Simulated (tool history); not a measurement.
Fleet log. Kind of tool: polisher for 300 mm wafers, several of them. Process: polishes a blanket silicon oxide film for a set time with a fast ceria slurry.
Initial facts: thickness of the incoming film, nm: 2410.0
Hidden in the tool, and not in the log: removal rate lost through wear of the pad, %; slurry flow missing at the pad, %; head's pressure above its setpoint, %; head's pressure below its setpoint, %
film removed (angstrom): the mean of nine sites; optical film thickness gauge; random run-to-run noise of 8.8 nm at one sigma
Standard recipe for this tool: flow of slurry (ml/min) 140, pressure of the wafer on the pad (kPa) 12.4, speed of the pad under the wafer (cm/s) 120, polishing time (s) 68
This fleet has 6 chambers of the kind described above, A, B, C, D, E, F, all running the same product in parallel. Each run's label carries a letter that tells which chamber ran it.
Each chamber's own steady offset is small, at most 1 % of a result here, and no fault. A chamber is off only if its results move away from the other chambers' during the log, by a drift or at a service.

run	day	flow of slurry (ml/min)	pressure of the wafer on the pad (kPa)	speed of the pad under the wafer (cm/s)	polishing time (s)	wafers polished on this pad	hours since the slurry nozzle was cleaned	hours since the head pressure was calibrated	film removed (angstrom)
1D	0.379	140	12.4	120	68	1037	87.7	284.7	7717.7
# day 0.458: chamber D: worn pad replaced by a new one
2C	0.712	140	12.4	120	68	452	44.9	1104.1	7607.2
3E	1.196	140	12.4	120	68	1002	231.3	745.2	7717.0
# day 1.800: chamber A: worn pad replaced by a new one
4B	1.854	140	12.4	120	68	497	301.8	266.4	7711.7
5F	2.171	140	12.4	120	68	886	85.5	249.8	7438.9
# day 2.375: chamber C: worn pad replaced by a new one
# day 2.412: chamber E: worn pad replaced by a new one
# day 2.538: chamber C: head pressure recalibrated
6A	2.662	140	12.4	120	68	211	271.1	598.4	7829.6
# day 2.950: chamber F: worn pad replaced by a new one
7E	3.262	140	12.4	120	68	208	280.9	794.8	7699.1
8B	3.562	140	12.4	120	68	915	342.8	307.4	7891.8
9A	3.921	140	15.2	120	68	520	301.3	628.6	9283.2
# day 4.092: chamber A: slurry nozzle cleaned
10F	4.392	140	15.2	120	68	354	138.8	303.1	9261.4
11D	4.808	140	15.2	120	68	1066	194.0	391.0	9571.2
# day 5.067: chamber B: worn pad replaced by a new one
# day 5.150: chamber D: worn pad replaced by a new one
12C	5.371	140	15.2	120	68	734	156.7	68.1	9351.6
# day 5.729: chamber A: worn pad replaced by a new one
# day 5.738: chamber C: worn pad replaced by a new one
13E	5.983	140	15.2	120	68	875	346.2	860.1	9482.2
# day 6.279: chamber D: head pressure recalibrated
14C	6.433	140	15.2	120	68	171	182.2	93.6	9432.9
# day 6.721: chamber E: worn pad replaced by a new one
15B	7.038	140	12.4	120	68	483	426.2	390.8	7610.8
# day 7.154: chamber F: worn pad replaced by a new one
# day 7.279: chamber E: head pressure recalibrated
16A	7.433	140	12.4	120	68	418	80.3	712.9	7594.3
17F	7.938	140	12.4	120	68	192	223.9	388.2	7513.1
18D	8.233	140	12.4	120	68	756	276.2	46.9	7716.0
19A	8.638	140	12.4	120	68	713	109.2	741.8	7641.4
# day 8.750: chamber D: slurry nozzle cleaned
# day 9.162: chamber C: slurry nozzle cleaned
20F	9.279	140	13.8	120	46	520	256.1	420.4	5683.3
21C	9.571	140	13.8	120	46	940	9.9	168.9	5865.5
# day 9.579: chamber C: worn pad replaced by a new one
# day 9.767: chamber D: worn pad replaced by a new one
22E	9.946	140	13.8	120	46	790	441.3	64.0	5673.0
# day 9.958: chamber A: worn pad replaced by a new one
23B	10.533	140	13.8	120	46	1340	510.1	474.7	5622.4
# day 10.942: chamber E: worn pad replaced by a new one
# day 11.058: chamber B: worn pad replaced by a new one
24D	11.121	140	13.8	120	46	332	56.9	116.2	5837.8
# day 11.258: chamber F: worn pad replaced by a new one
25C	11.721	140	13.8	120	46	525	61.5	220.5	5901.0
26F	12.054	140	12.4	120	68	195	322.7	487.0	7619.7
27D	12.379	180	9.0	120	68	640	87.1	146.4	6056.5
28A	12.721	180	9.0	120	68	677	207.2	839.8	5834.3
29E	13.367	180	9.0	120	68	594	523.4	146.1	5741.3
# day 13.804: chamber C: worn pad replaced by a new one
30B	13.967	180	9.0	120	68	712	592.5	557.1	5588.4
# day 14.267: chamber A: worn pad replaced by a new one
31B	14.267	180	9.0	120	68	786	599.7	564.3	5527.2
# day 14.312: chamber D: worn pad replaced by a new one
32D	14.588	180	9.0	120	68	67	140.1	199.4	5874.8
33F	15.062	140	12.4	120	68	932	394.9	559.2	7562.9
# day 15.271: chamber F: worn pad replaced by a new one
34E	15.475	140	12.4	120	68	1111	574.0	196.7	7675.6
# day 15.717: chamber E: worn pad replaced by a new one
# day 15.992: chamber B: worn pad replaced by a new one
35A	16.021	140	12.4	120	68	430	286.4	919.0	7644.7
36C	16.429	140	12.4	120	68	643	174.5	333.5	7711.2
37C	16.883	140	12.4	120	68	755	185.4	344.4	7761.8
38B	17.529	140	12.4	120	68	377	678.0	642.6	7059.8
# day 17.712: chamber A: worn pad replaced by a new one
39D	18.067	140	12.4	120	68	920	223.6	282.9	7709.1
# day 18.075: chamber A: slurry nozzle cleaned
40E	18.633	140	12.4	120	68	715	649.8	272.5	7700.9
41F	18.962	140	12.4	120	68	904	488.5	652.8	7419.2
42A	19.367	140	12.4	120	68	405	31.1	999.3	7628.0

What goes on in this fleet: one chamber off, a drifting gauge, or nothing beyond the chambers' own small offsets? Name the chamber and the cause, if any.

One chamber, B, drifts off from the rest bit by bit.
Cause: slurry flow missing at the pad, % = 37.3.
The log may not tell that from: head's pressure below its setpoint, %.

Chamber B could run next with any of the 4 candidate recipes listed below; each alters the usual settings, and their results appear as question marks. Which one brings its results back in line with what the other chambers deliver on the usual settings?
To be in line, a result may differ from the other chambers' mean on the usual settings by at most: film removed (angstrom) 310.0
43B-1	19.842	135	12.4	110	62				?
43B-2	19.842	140	11.0	120	68				?
43B-3	19.842	140	13.1	120	72				?
43B-4	19.842	140	12.4	130	74				?

The mean the other chambers reach with the usual settings: film removed (angstrom) 7685.8
run	film removed (angstrom)
43B-1	5763.8
43B-2	6195.5
43B-3	7773.2
43B-4	8195.1
Change 43B-3 lands the chamber within the allowed miss of the other chambers.

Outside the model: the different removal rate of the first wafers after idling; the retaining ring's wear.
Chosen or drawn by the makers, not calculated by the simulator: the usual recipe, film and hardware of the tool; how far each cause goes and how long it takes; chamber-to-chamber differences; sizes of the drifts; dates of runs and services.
